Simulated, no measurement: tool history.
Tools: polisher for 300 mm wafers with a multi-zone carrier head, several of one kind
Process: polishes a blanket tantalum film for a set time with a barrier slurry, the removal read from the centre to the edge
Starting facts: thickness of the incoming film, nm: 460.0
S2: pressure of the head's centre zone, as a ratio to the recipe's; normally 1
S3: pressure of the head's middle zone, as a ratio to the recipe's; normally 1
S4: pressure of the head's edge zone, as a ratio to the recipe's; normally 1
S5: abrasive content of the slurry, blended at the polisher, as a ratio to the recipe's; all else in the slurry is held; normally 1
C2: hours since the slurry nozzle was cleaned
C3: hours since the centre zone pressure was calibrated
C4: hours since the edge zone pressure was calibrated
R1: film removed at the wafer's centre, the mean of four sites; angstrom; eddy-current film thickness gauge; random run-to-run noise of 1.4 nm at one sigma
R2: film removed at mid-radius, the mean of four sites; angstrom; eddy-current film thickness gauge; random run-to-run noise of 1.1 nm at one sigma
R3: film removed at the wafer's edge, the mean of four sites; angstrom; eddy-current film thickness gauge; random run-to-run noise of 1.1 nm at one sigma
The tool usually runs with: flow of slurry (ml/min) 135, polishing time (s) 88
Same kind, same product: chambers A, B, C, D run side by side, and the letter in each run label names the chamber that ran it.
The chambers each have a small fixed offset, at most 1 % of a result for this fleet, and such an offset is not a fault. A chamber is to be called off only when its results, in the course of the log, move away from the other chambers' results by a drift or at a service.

-- hour=3 chamber A: centre zone pressure recalibrated
run 1A hour=5.1 | flow_of_slurry_(ml/min)=135 S2=1 S3=1 S4=1 S5=1 polishing_time_(s)=88 | wafers_polished_on_this_pad=426 C2=661.8 C3=2.2 C4=98.2 | R1=1604 R2=1588.4 R3=1565.8
run 2D hour=8.3 | flow_of_slurry_(ml/min)=135 S2=1 S3=1 S4=1 S5=1 polishing_time_(s)=88 | wafers_polished_on_this_pad=330 C2=212.5 C3=8.5 C4=260.2 | R1=1605.9 R2=1577.9 R3=1610.8
run 3C hour=12.4 | flow_of_slurry_(ml/min)=135 S2=1 S3=1 S4=1 S5=1 polishing_time_(s)=88 | wafers_polished_on_this_pad=399 C2=270.1 C3=1175 C4=747.8 | R1=1607.5 R2=1563.9 R3=1581.1
run 4B hour=16.1 | flow_of_slurry_(ml/min)=135 S2=1 S3=1 S4=1 S5=1 polishing_time_(s)=88 | wafers_polished_on_this_pad=1189 C2=135.8 C3=871.7 C4=260.4 | R1=1604 R2=1593.8 R3=1585
-- hour=18.6 chamber A: slurry nozzle cleaned
run 5A hour=18.8 | flow_of_slurry_(ml/min)=135 S2=1 S3=1 S4=1 S5=1 polishing_time_(s)=88 | wafers_polished_on_this_pad=545 C2=0.3 C3=15.9 C4=111.9 | R1=1584.8 R2=1590.7 R3=1580.1
run 6C hour=23.1 | flow_of_slurry_(ml/min)=135 S2=1 S3=1 S4=1 S5=1 polishing_time_(s)=88 | wafers_polished_on_this_pad=492 C2=280.8 C3=1185.7 C4=758.5 | R1=1558.4 R2=1565.7 R3=1571.2
-- hour=26.4 chamber B: worn pad replaced by a new one
run 7D hour=28.4 | flow_of_slurry_(ml/min)=135 S2=1 S3=1 S4=1 S5=1 polishing_time_(s)=88 | wafers_polished_on_this_pad=505 C2=232.6 C3=28.6 C4=280.3 | R1=1615.9 R2=1578 R3=1589.4
run 8B hour=31.6 | flow_of_slurry_(ml/min)=135 S2=1 S3=1 S4=0.95 S5=1 polishing_time_(s)=88 | wafers_polished_on_this_pad=45 C2=151.3 C3=887.2 C4=275.9 | R1=1582.3 R2=1596 R3=1542.7
run 9C hour=36.4 | flow_of_slurry_(ml/min)=135 S2=1 S3=1 S4=0.95 S5=1 polishing_time_(s)=88 | wafers_polished_on_this_pad=608 C2=294.1 C3=1199 C4=771.8 | R1=1551 R2=1540.9 R3=1513.5
run 10A hour=38.9 | flow_of_slurry_(ml/min)=135 S2=1 S3=1 S4=0.95 S5=1 polishing_time_(s)=88 | wafers_polished_on_this_pad=720 C2=20.4 C3=36 C4=132 | R1=1605.8 R2=1581 R3=1543.6
-- hour=41.6 chamber A: worn pad replaced by a new one
run 11D hour=43.7 | flow_of_slurry_(ml/min)=135 S2=1 S3=1 S4=0.95 S5=1 polishing_time_(s)=88 | wafers_polished_on_this_pad=638 C2=247.9 C3=43.9 C4=295.6 | R1=1618.5 R2=1560.2 R3=1562.3
run 12B hour=47.1 | flow_of_slurry_(ml/min)=135 S2=1 S3=1 S4=1 S5=1 polishing_time_(s)=88 | wafers_polished_on_this_pad=180 C2=166.8 C3=902.7 C4=291.4 | R1=1607.7 R2=1595.2 R3=1561
run 13B hour=50.5 | flow_of_slurry_(ml/min)=135 S2=1 S3=1 S4=1 S5=1 polishing_time_(s)=88 | wafers_polished_on_this_pad=209 C2=170.2 C3=906.1 C4=294.8 | R1=1589.7 R2=1594.2 R3=1579.9
run 14D hour=54.9 | flow_of_slurry_(ml/min)=135 S2=1 S3=1 S4=1.1 S5=0.85 polishing_time_(s)=88 | wafers_polished_on_this_pad=735 C2=259.1 C3=55.1 C4=306.8 | R1=1539.5 R2=1510.9 R3=1598.4
-- hour=57.3 chamber B: slurry nozzle cleaned
run 15C hour=59.5 | flow_of_slurry_(ml/min)=135 S2=1 S3=1 S4=1.1 S5=0.85 polishing_time_(s)=88 | wafers_polished_on_this_pad=808 C2=317.2 C3=1222.1 C4=794.9 | R1=1444.6 R2=1431.1 R3=1531.4
run 16A hour=62.7 | flow_of_slurry_(ml/min)=135 S2=1 S3=1 S4=1.1 S5=0.85 polishing_time_(s)=88 | wafers_polished_on_this_pad=183 C2=44.2 C3=59.8 C4=155.8 | R1=1511.8 R2=1522.7 R3=1605.7
-- hour=62.8 chamber D: slurry nozzle cleaned
run 17B hour=67.7 | flow_of_slurry_(ml/min)=135 S2=1 S3=1 S4=1.1 S5=0.85 polishing_time_(s)=88 | wafers_polished_on_this_pad=358 C2=10.4 C3=923.3 C4=312 | R1=1524.4 R2=1509.2 R3=1599.3
-- hour=70 chamber C: centre zone pressure recalibrated
run 18D hour=72.8 | flow_of_slurry_(ml/min)=135 S2=1 S3=1 S4=1 S5=1 polishing_time_(s)=88 | wafers_polished_on_this_pad=890 C2=10 C3=73 C4=324.7 | R1=1616.9 R2=1588.9 R3=1599.9
run 19C hour=76.9 | flow_of_slurry_(ml/min)=135 S2=1 S3=1 S4=1 S5=1 polishing_time_(s)=88 | wafers_polished_on_this_pad=959 C2=334.6 C3=6.9 C4=812.3 | R1=1482.1 R2=1474.8 R3=1498.2
run 20A hour=81 | flow_of_slurry_(ml/min)=135 S2=1 S3=1 S4=1 S5=1 polishing_time_(s)=88 | wafers_polished_on_this_pad=342 C2=62.5 C3=78.1 C4=174.1 | R1=1606 R2=1584.3 R3=1598.4
run 21D hour=83.9 | flow_of_slurry_(ml/min)=135 S2=1 S3=1 S4=1 S5=1 polishing_time_(s)=88 | wafers_polished_on_this_pad=987 C2=21.1 C3=84.1 C4=335.8 | R1=1614.6 R2=1585.9 R3=1605.8
run 22A hour=87.5 | flow_of_slurry_(ml/min)=105 S2=1 S3=1.06 S4=1 S5=1 polishing_time_(s)=88 | wafers_polished_on_this_pad=399 C2=69 C3=84.6 C4=180.6 | R1=1485.5 R2=1569.2 R3=1511.6
run 23B hour=93 | flow_of_slurry_(ml/min)=105 S2=1 S3=1.06 S4=1 S5=1 polishing_time_(s)=88 | wafers_polished_on_this_pad=578 C2=35.7 C3=948.6 C4=337.3 | R1=1488.2 R2=1568.9 R3=1503.3
run 24C hour=95.4 | flow_of_slurry_(ml/min)=105 S2=1 S3=1.06 S4=1 S5=1 polishing_time_(s)=88 | wafers_polished_on_this_pad=1120 C2=353.1 C3=25.4 C4=830.8 | R1=1364.5 R2=1442.6 R3=1413.4
run 25A hour=100 | flow_of_slurry_(ml/min)=105 S2=1 S3=1.06 S4=1 S5=1 polishing_time_(s)=88 | wafers_polished_on_this_pad=507 C2=81.5 C3=97.1 C4=193.1 | R1=1482.8 R2=1570.2 R3=1530.5
run 26D hour=103.9 | flow_of_slurry_(ml/min)=135 S2=1 S3=1.04 S4=1 S5=1 polishing_time_(s)=88 | wafers_polished_on_this_pad=1160 C2=41.1 C3=104.1 C4=355.8 | R1=1627 R2=1630.5 R3=1595.7

Which is it: a chamber that has drifted or been left off by a service, a gauge drift common to all chambers, or only each chamber's usual small offset? If a chamber is off, name it and its likeliest cause.

It is chamber C that slowly wanders off from its peers.
What lies behind it: removal rate lost through wear of the pad, % = 10.1.
The log might look much the same if the cause were instead: slurry flow missing at the pad, %.

Here are 4 candidates for chamber C's next run, each the usual settings with a change, their results left as question marks. Which one brings its results back in line with what the others give on the usual settings?
Maximum distance from the other chambers' mean on the usual settings for a result to count as in line: R1 51 angstrom; R2 38 angstrom; R3 40 angstrom
run 27C-1 hour=107.8 | flow_of_slurry_(ml/min)=140 S2=1.01 S3=1 S4=1 S5=1 polishing_time_(s)=96 | R1=? R2=? R3=?
run 27C-2 hour=107.8 | flow_of_slurry_(ml/min)=135 S2=1.01 S3=1 S4=1 S5=1 polishing_time_(s)=92 | R1=? R2=? R3=?
run 27C-3 hour=107.8 | flow_of_slurry_(ml/min)=135 S2=0.99 S3=1 S4=1 S5=1 polishing_time_(s)=84 | R1=? R2=? R3=?
run 27C-4 hour=107.8 | flow_of_slurry_(ml/min)=130 S2=0.99 S3=1 S4=1 S5=1 polishing_time_(s)=80 | R1=? R2=? R3=?

Mean of the other chambers on the usual settings: R1 1599.4 angstrom; R2 1587.4 angstrom; R3 1588.1 angstrom
run=27C-1 R1=1596.5 R2=1568.1 R3=1576.9
run=27C-2 R1=1517.1 R2=1491.7 R3=1503.3
run=27C-3 R1=1355.4 R2=1362.1 R3=1372.6
run=27C-4 R1=1279.1 R2=1286.9 R3=1299.9
27C-1 is the one that brings the chamber's results back in line with the other chambers.

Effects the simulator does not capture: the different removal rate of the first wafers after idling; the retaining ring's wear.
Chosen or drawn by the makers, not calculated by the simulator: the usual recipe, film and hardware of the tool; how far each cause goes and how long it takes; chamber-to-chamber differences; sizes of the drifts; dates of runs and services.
